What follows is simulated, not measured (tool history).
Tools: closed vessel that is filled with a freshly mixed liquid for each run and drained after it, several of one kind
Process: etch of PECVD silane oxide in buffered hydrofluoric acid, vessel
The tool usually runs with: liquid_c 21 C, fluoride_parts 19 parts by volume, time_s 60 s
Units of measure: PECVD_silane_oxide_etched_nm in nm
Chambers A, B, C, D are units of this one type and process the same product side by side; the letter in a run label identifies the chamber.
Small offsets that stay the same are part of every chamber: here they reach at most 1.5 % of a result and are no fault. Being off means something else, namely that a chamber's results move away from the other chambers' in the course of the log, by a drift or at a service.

| run | hour | liquid_c | fluoride_parts | time_s | read-back film thickness of the PECVD silane oxide reference wafer, read on the same gauge (nm) | PECVD_silane_oxide_etched_nm |
|---|---|---|---|---|---|---|
| 1D | 5.9 | 21 | 19 | 60 | 90.023 | 61.43 |
| 2C | 13.5 | 21 | 19 | 60 | 89.965 | 61.719 |
| 3B | 19.8 | 21 | 19 | 60 | 90.038 | 61.174 |
| 4A | 28.8 | 21 | 19 | 60 | 89.981 | 61.031 |
| 5B | 35.5 | 21 | 19 | 60 | 89.946 | 61.261 |
| 6C | 42.6 | 21 | 19 | 60 | 90.027 | 61.378 |
| 7D | 52 | 21 | 19 | 60 | 89.967 | 61.707 |
| 8A | 61.6 | 21 | 19 | 60 | 89.997 | 61.333 |
| 9D | 70.5 | 24.5 | 19 | 80 | 89.965 | 99.536 |
| 10A | 76.4 | 24.5 | 19 | 80 | 89.992 | 98.4 |
| 11B | 88 | 24.5 | 19 | 80 | 89.968 | 98.017 |
| 12C | 93.8 | 24.5 | 19 | 80 | 90.001 | 99.175 |
| 13B | 102.2 | 21 | 19 | 60 | 90 | 60.475 |
| 14D | 113.7 | 21 | 19 | 60 | 90.02 | 61.462 |
| 15C | 123.8 | 21 | 19 | 60 | 90.019 | 61.771 |
| 16A | 133.2 | 21 | 19 | 60 | 89.964 | 60.74 |
| 17A | 138.3 | 21 | 19 | 60 | 89.982 | 60.897 |
| 18D | 146.1 | 21 | 19 | 60 | 89.946 | 61.599 |
| 19B | 155.3 | 21 | 19 | 60 | 89.97 | 59.385 |
| 20C | 167 | 21 | 19 | 60 | 89.982 | 60.872 |
| 21D | 172.7 | 21 | 19 | 60 | 89.981 | 62.05 |
| 22A | 181.9 | 25.5 | 19 | 60 | 89.937 | 77.476 |
| 23C | 188.4 | 25.5 | 19 | 60 | 90.01 | 78.18 |
| 24B | 195.4 | 25.5 | 19 | 60 | 89.979 | 74.656 |
| 25C | 201.5 | 25.5 | 19 | 60 | 89.99 | 78.22 |
| 26D | 209.7 | 21 | 22 | 80 | 89.983 | 72.839 |

Read the log: is a single chamber off, either drifting away or since a service, is the gauge that measures every chamber drifting, or is nothing wrong beyond small per-chamber offsets? Name any odd chamber and what most likely caused it.

Chamber B drifts away from the others.
What lies behind it: hydrofluoric acid flow below the setpoint (%) = 4.67.
From this log alone, it may not be told apart from: liquid colder than its thermometer reads (K).

Below are 4 candidate recipes for chamber B's next run, each the usual settings with a change, their results shown as question marks. Which of them brings B's results back in line with what the other chambers give on the usual settings?
In line means no further than this from the other chambers' mean on the usual settings: PECVD_silane_oxide_etched_nm 0.94 nm
| 27B-1 | 218.3 | 19.5 | 19 | 60 |  | ? |
| 27B-2 | 218.3 | 22 | 19 | 60 |  | ? |
| 27B-3 | 218.3 | 21 | 19 | 65 |  | ? |
| 27B-4 | 218.3 | 21 | 20.5 | 60 |  | ? |

Mean of the other chambers on the usual settings: PECVD_silane_oxide_etched_nm 61.275 nm
| run | PECVD_silane_oxide_etched_nm |
|---|---|
| 27B-1 | 53.564 |
| 27B-2 | 61.457 |
| 27B-3 | 63.047 |
| 27B-4 | 55.196 |
The right change is 27B-2: it brings the chamber back within the allowed miss of the others.

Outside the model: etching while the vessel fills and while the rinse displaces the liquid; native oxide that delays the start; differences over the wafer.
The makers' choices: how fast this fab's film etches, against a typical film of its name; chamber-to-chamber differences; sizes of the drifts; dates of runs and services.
